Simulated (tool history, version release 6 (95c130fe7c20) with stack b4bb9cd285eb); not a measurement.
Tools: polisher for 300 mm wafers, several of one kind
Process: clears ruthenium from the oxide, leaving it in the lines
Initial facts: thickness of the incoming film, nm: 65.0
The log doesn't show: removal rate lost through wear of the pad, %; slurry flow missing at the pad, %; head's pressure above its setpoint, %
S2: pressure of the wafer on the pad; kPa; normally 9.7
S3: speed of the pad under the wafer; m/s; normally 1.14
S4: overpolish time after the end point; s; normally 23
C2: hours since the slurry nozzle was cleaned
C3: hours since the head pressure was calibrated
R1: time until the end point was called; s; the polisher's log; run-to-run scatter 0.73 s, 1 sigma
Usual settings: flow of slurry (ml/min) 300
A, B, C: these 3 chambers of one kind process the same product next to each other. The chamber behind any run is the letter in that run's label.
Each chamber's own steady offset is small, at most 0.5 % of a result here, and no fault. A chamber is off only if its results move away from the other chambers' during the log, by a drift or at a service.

{"run": "1C", "hour": 5.7, "flow of slurry (ml/min)": 300, "S2": 9.7, "S3": 1.14, "S4": 23, "wafers polished on this pad": 530, "C2": 223.6, "C3": 553.3, "R1": 64.668}
{"run": "2A", "hour": 9.3, "flow of slurry (ml/min)": 300, "S2": 9.7, "S3": 1.14, "S4": 23, "wafers polished on this pad": 848, "C2": 227.8, "C3": 559.8, "R1": 62.677}
{"hour": 12.7, "done": "chamber C: worn pad replaced by a new one"}
{"run": "3B", "hour": 12.9, "flow of slurry (ml/min)": 300, "S2": 9.7, "S3": 1.14, "S4": 23, "wafers polished on this pad": 1019, "C2": 140.9, "C3": 278.5, "R1": 63.709}
{"run": "4B", "hour": 18.6, "flow of slurry (ml/min)": 300, "S2": 9.7, "S3": 1.14, "S4": 23, "wafers polished on this pad": 1089, "C2": 146.6, "C3": 284.2, "R1": 63.186}
{"run": "5A", "hour": 24.1, "flow of slurry (ml/min)": 300, "S2": 9.7, "S3": 1.14, "S4": 23, "wafers polished on this pad": 1029, "C2": 242.6, "C3": 574.6, "R1": 63.303}
{"run": "6C", "hour": 31.9, "flow of slurry (ml/min)": 300, "S2": 9.7, "S3": 1.14, "S4": 23, "wafers polished on this pad": 236, "C2": 249.8, "C3": 579.5, "R1": 64.561}
{"run": "7A", "hour": 36.6, "flow of slurry (ml/min)": 300, "S2": 9.7, "S3": 1.14, "S4": 23, "wafers polished on this pad": 1183, "C2": 255.1, "C3": 587.1, "R1": 63.033}
{"hour": 40.7, "done": "chamber A: worn pad replaced by a new one"}
{"run": "8C", "hour": 41.4, "flow of slurry (ml/min)": 300, "S2": 9.7, "S3": 1.14, "S4": 23, "wafers polished on this pad": 352, "C2": 259.3, "C3": 589, "R1": 64.117}
{"hour": 41.8, "done": "chamber B: worn pad replaced by a new one"}
{"run": "9B", "hour": 45.6, "flow of slurry (ml/min)": 300, "S2": 9.7, "S3": 1.14, "S4": 23, "wafers polished on this pad": 46, "C2": 173.6, "C3": 311.2, "R1": 63.354}
{"run": "10B", "hour": 51.0, "flow of slurry (ml/min)": 300, "S2": 9.7, "S3": 1.14, "S4": 23, "wafers polished on this pad": 112, "C2": 179, "C3": 316.6, "R1": 64.396}
{"hour": 55.3, "done": "chamber C: worn pad replaced by a new one"}
{"run": "11A", "hour": 55.4, "flow of slurry (ml/min)": 300, "S2": 9.7, "S3": 1.14, "S4": 23, "wafers polished on this pad": 180, "C2": 273.9, "C3": 605.9, "R1": 62.581}
{"run": "12C", "hour": 61.0, "flow of slurry (ml/min)": 300, "S2": 9.7, "S3": 1.14, "S4": 23, "wafers polished on this pad": 70, "C2": 278.9, "C3": 608.6, "R1": 63.793}
{"run": "13B", "hour": 65.1, "flow of slurry (ml/min)": 300, "S2": 6.2, "S3": 1.14, "S4": 34, "wafers polished on this pad": 286, "C2": 193.1, "C3": 330.7, "R1": 96.852}
{"run": "14C", "hour": 71.4, "flow of slurry (ml/min)": 300, "S2": 6.2, "S3": 1.14, "S4": 34, "wafers polished on this pad": 197, "C2": 289.3, "C3": 619, "R1": 99.944}
{"run": "15A", "hour": 77.6, "flow of slurry (ml/min)": 300, "S2": 6.2, "S3": 1.14, "S4": 34, "wafers polished on this pad": 453, "C2": 296.1, "C3": 628.1, "R1": 97.14}
{"run": "16A", "hour": 85.1, "flow of slurry (ml/min)": 300, "S2": 9.7, "S3": 1.14, "S4": 23, "wafers polished on this pad": 545, "C2": 303.6, "C3": 635.6, "R1": 62.727}
{"run": "17C", "hour": 91.8, "flow of slurry (ml/min)": 300, "S2": 9.7, "S3": 1.14, "S4": 23, "wafers polished on this pad": 448, "C2": 309.7, "C3": 639.4, "R1": 63.822}
{"run": "18B", "hour": 97.5, "flow of slurry (ml/min)": 300, "S2": 9.7, "S3": 1.14, "S4": 23, "wafers polished on this pad": 683, "C2": 225.5, "C3": 363.1, "R1": 63.03}
{"run": "19B", "hour": 101.3, "flow of slurry (ml/min)": 300, "S2": 9.7, "S3": 1.14, "S4": 23, "wafers polished on this pad": 730, "C2": 229.3, "C3": 366.9, "R1": 64.87}
{"hour": 104.2, "done": "chamber C: worn pad replaced by a new one"}
{"run": "20A", "hour": 107.2, "flow of slurry (ml/min)": 200, "S2": 9.7, "S3": 0.86, "S4": 23, "wafers polished on this pad": 816, "C2": 325.7, "C3": 657.7, "R1": 84.427}
{"hour": 108.2, "done": "chamber B: head pressure recalibrated"}
{"hour": 112.8, "done": "chamber C: head pressure recalibrated"}
{"run": "21C", "hour": 115.2, "flow of slurry (ml/min)": 200, "S2": 9.7, "S3": 0.86, "S4": 23, "wafers polished on this pad": 136, "C2": 333.1, "C3": 2.5, "R1": 88.585}
{"run": "22C", "hour": 121.2, "flow of slurry (ml/min)": 200, "S2": 9.7, "S3": 0.86, "S4": 23, "wafers polished on this pad": 209, "C2": 339.1, "C3": 8.5, "R1": 85.419}
{"run": "23A", "hour": 129.2, "flow of slurry (ml/min)": 300, "S2": 9.7, "S3": 1.14, "S4": 23, "wafers polished on this pad": 1086, "C2": 347.7, "C3": 679.7, "R1": 60.142}
{"run": "24B", "hour": 135.6, "flow of slurry (ml/min)": 300, "S2": 9.7, "S3": 1.14, "S4": 23, "wafers polished on this pad": 1151, "C2": 263.6, "C3": 27.4, "R1": 63.621}
{"hour": 135.8, "done": "chamber A: worn pad replaced by a new one"}
{"run": "25B", "hour": 139.3, "flow of slurry (ml/min)": 300, "S2": 9.7, "S3": 1.14, "S4": 23, "wafers polished on this pad": 1197, "C2": 267.3, "C3": 31.1, "R1": 62.976}
{"hour": 142.0, "done": "chamber B: worn pad replaced by a new one"}
{"run": "26C", "hour": 143.0, "flow of slurry (ml/min)": 225, "S2": 9.7, "S3": 1.14, "S4": 11, "wafers polished on this pad": 477, "C2": 360.9, "C3": 30.3, "R1": 64.772}
{"run": "27A", "hour": 150.8, "flow of slurry (ml/min)": 225, "S2": 9.7, "S3": 1.14, "S4": 11, "wafers polished on this pad": 185, "C2": 369.3, "C3": 701.3, "R1": 58.907}
{"run": "28A", "hour": 157.6, "flow of slurry (ml/min)": 225, "S2": 9.7, "S3": 1.14, "S4": 11, "wafers polished on this pad": 268, "C2": 376.1, "C3": 708.1, "R1": 61.03}
{"hour": 160.1, "done": "chamber C: worn pad replaced by a new one"}
{"run": "29B", "hour": 162.9, "flow of slurry (ml/min)": 300, "S2": 9.7, "S3": 1.14, "S4": 23, "wafers polished on this pad": 257, "C2": 290.9, "C3": 54.7, "R1": 62.949}
{"run": "30C", "hour": 170.0, "flow of slurry (ml/min)": 300, "S2": 9.7, "S3": 1.14, "S4": 23, "wafers polished on this pad": 122, "C2": 387.9, "C3": 57.3, "R1": 63.256}

Which is it: a chamber that has drifted or been left off by a service, a gauge drift common to all chambers, or only each chamber's usual small offset? If a chamber is off, name it and its likeliest cause.

Chamber A drifts away from the others.
Likeliest cause: head's pressure above its setpoint, % = 9.6.

Which of the 4 candidates below, each the usual settings with something changed and its results left as question marks, puts chamber A back in line with what the other chambers give on the usual settings?
Maximum distance from the other chambers' mean on the usual settings for a result to count as in line: R1 2.5 s
{"run": "31A-1", "hour": 175.8, "flow of slurry (ml/min)": 300, "S2": 9.7, "S3": 1.24, "S4": 23, "R1": "?"}
{"run": "31A-2", "hour": 175.8, "flow of slurry (ml/min)": 295, "S2": 9, "S3": 1.02, "S4": 23, "R1": "?"}
{"run": "31A-3", "hour": 175.8, "flow of slurry (ml/min)": 300, "S2": 9.7, "S3": 1.04, "S4": 23, "R1": "?"}
{"run": "31A-4", "hour": 175.8, "flow of slurry (ml/min)": 305, "S2": 11.7, "S3": 1.14, "S4": 23, "R1": "?"}

Mean of the other chambers on the usual settings: R1 63.616 s
run=31A-1 R1=53.359
run=31A-2 R1=70.22
run=31A-3 R1=63.789
run=31A-4 R1=47.71
Change 31A-3 lands the chamber within the allowed miss of the other chambers.
